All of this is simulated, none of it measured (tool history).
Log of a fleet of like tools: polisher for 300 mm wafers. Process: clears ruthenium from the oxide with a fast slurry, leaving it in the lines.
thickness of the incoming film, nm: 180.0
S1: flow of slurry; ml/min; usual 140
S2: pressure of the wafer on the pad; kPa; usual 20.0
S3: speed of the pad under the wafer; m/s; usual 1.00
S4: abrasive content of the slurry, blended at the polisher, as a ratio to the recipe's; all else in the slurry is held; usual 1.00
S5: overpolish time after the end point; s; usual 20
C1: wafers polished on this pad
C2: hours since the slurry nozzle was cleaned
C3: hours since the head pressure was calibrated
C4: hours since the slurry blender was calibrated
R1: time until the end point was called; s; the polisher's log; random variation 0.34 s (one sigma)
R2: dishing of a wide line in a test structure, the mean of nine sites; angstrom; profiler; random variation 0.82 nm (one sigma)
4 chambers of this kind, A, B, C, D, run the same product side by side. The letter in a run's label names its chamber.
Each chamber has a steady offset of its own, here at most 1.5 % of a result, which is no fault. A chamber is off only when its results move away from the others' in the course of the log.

run	hour	S1	S2	S3	S4	S5	C1	C2	C3	C4	R1	R2
# hour 3.1: chamber A: head pressure recalibrated
1D	12.6	140	20.0	1.00	1.00	20	584	149.4	920.4	261.8	38.133	356.72
2B	21.0	140	20.0	1.00	1.00	20	294	543.3	655.3	462.0	38.995	356.58
# hour 21.1: chamber A: slurry nozzle cleaned
# hour 22.1: chamber C: worn pad replaced by a new one
3C	28.6	140	20.0	1.00	1.00	20	52	126.7	313.0	91.3	39.323	360.14
# hour 33.2: chamber B: slurry blender recalibrated
4A	39.3	140	20.0	1.00	1.00	20	1065	18.3	36.2	241.6	37.526	347.96
5B	48.1	140	20.0	1.00	1.00	20	510	570.4	682.4	14.9	38.714	355.45
# hour 54.4: chamber D: slurry blender recalibrated
# hour 55.7: chamber B: slurry nozzle cleaned
6D	61.7	140	20.0	1.00	1.00	20	976	198.5	969.5	7.3	38.723	353.58
7C	71.2	140	20.0	1.00	1.00	20	391	169.3	355.6	133.9	38.857	355.65
# hour 75.7: chamber B: head pressure recalibrated
8A	79.5	140	20.0	1.00	1.00	20	1385	58.5	76.4	281.8	37.619	349.79
# hour 82.2: chamber C: slurry blender recalibrated
# hour 84.5: chamber B: worn pad replaced by a new one
# hour 87.5: chamber C: worn pad replaced by a new one
9A	91.5	140	20.0	1.00	1.00	20	1481	70.5	88.4	293.8	38.282	365.49
10C	101.5	140	20.0	1.00	1.00	20	112	199.6	385.9	19.3	38.942	361.07
# hour 102.2: chamber A: worn pad replaced by a new one
11D	113.1	140	20.0	1.00	1.00	20	1386	249.9	1020.9	58.7	38.532	355.39
# hour 120.0: chamber D: worn pad replaced by a new one
12B	123.6	140	20.0	1.00	1.00	20	312	68.0	48.0	90.4	38.088	361.41
# hour 128.8: chamber D: slurry nozzle cleaned
# hour 132.8: chamber A: slurry blender recalibrated
13B	137.2	140	15.9	1.00	1.00	20	420	81.6	61.6	104.0	48.103	326.83
14A	146.2	140	15.9	1.00	1.00	20	350	125.2	143.1	13.4	48.059	331.11
15C	155.9	140	15.9	1.00	1.00	20	545	254.0	440.3	73.7	48.859	320.61
16D	163.1	140	15.9	1.00	1.00	20	343	34.3	1070.9	108.7	49.024	320.29
17D	172.2	140	20.0	1.00	1.00	20	416	43.4	1080.0	117.8	39.288	355.60
# hour 173.9: chamber C: worn pad replaced by a new one
18C	180.9	140	20.0	0.66	1.25	20	56	279.0	465.3	98.7	53.708	318.71
# hour 187.6: chamber B: worn pad replaced by a new one
19A	190.8	140	20.0	0.66	1.25	20	706	169.8	187.7	58.0	52.206	320.16
20B	203.1	140	20.0	0.66	1.25	20	124	147.5	127.5	169.9	52.432	309.05
21B	211.3	140	20.0	0.66	1.25	20	189	155.7	135.7	178.1	53.093	318.84
22C	222.3	140	20.0	1.00	1.00	20	386	320.4	506.7	140.1	38.950	364.22
# hour 222.5: chamber C: head pressure recalibrated
23A	231.3	140	20.0	1.00	1.00	20	1029	210.3	228.2	98.5	37.762	345.79
# hour 237.0: chamber C: slurry blender recalibrated
24D	240.2	140	20.0	1.00	1.00	20	958	111.4	1148.0	185.8	38.666	350.61
25B	247.2	140	20.0	1.00	1.00	20	475	191.6	171.6	214.0	37.924	364.19
# hour 250.5: chamber C: worn pad replaced by a new one
26A	255.3	140	20.0	1.00	1.00	20	1220	234.3	252.2	122.5	38.234	366.88
# hour 259.3: chamber A: worn pad replaced by a new one
27C	268.7	140	20.0	1.00	1.00	20	145	366.8	46.2	31.7	38.849	362.48
28D	277.1	140	20.0	1.00	1.00	20	1252	148.3	1184.9	222.7	38.651	352.17
# hour 279.9: chamber D: worn pad replaced by a new one
29B	287.3	140	20.0	1.00	1.00	20	795	231.7	211.7	254.1	38.926	360.20
30A	295.8	140	20.0	1.00	1.00	20	291	274.8	292.7	163.0	38.822	351.94
# hour 300.3: chamber B: worn pad replaced by a new one
31C	307.2	140	20.0	1.00	1.00	20	452	405.3	84.7	70.2	38.985	350.95
# hour 317.2: chamber C: worn pad replaced by a new one
32D	321.1	140	20.0	1.00	1.00	20	328	192.3	1228.9	266.7	38.596	371.64
33C	331.5	140	20.0	1.00	1.00	20	114	429.6	109.0	94.5	38.556	371.39
34D	341.7	140	20.0	1.00	1.00	20	492	212.9	1249.5	287.3	39.062	352.05
35B	349.8	140	20.0	1.00	1.00	20	394	294.2	274.2	316.6	38.749	356.88
36A	363.5	140	20.0	1.00	1.00	20	831	342.5	360.4	230.7	38.337	356.45
37D	374.5	140	20.0	1.00	1.00	20	754	245.7	1282.3	320.1	38.795	333.95
38B	383.4	140	20.0	1.00	1.00	20	662	327.8	307.8	350.2	38.841	362.71

Is one chamber off against the others, does the gauge drift, or is nothing wrong? If a chamber is off, say which, and what the likeliest cause is.

No chamber stands off beyond its own small offset, and the gauge holds steady.

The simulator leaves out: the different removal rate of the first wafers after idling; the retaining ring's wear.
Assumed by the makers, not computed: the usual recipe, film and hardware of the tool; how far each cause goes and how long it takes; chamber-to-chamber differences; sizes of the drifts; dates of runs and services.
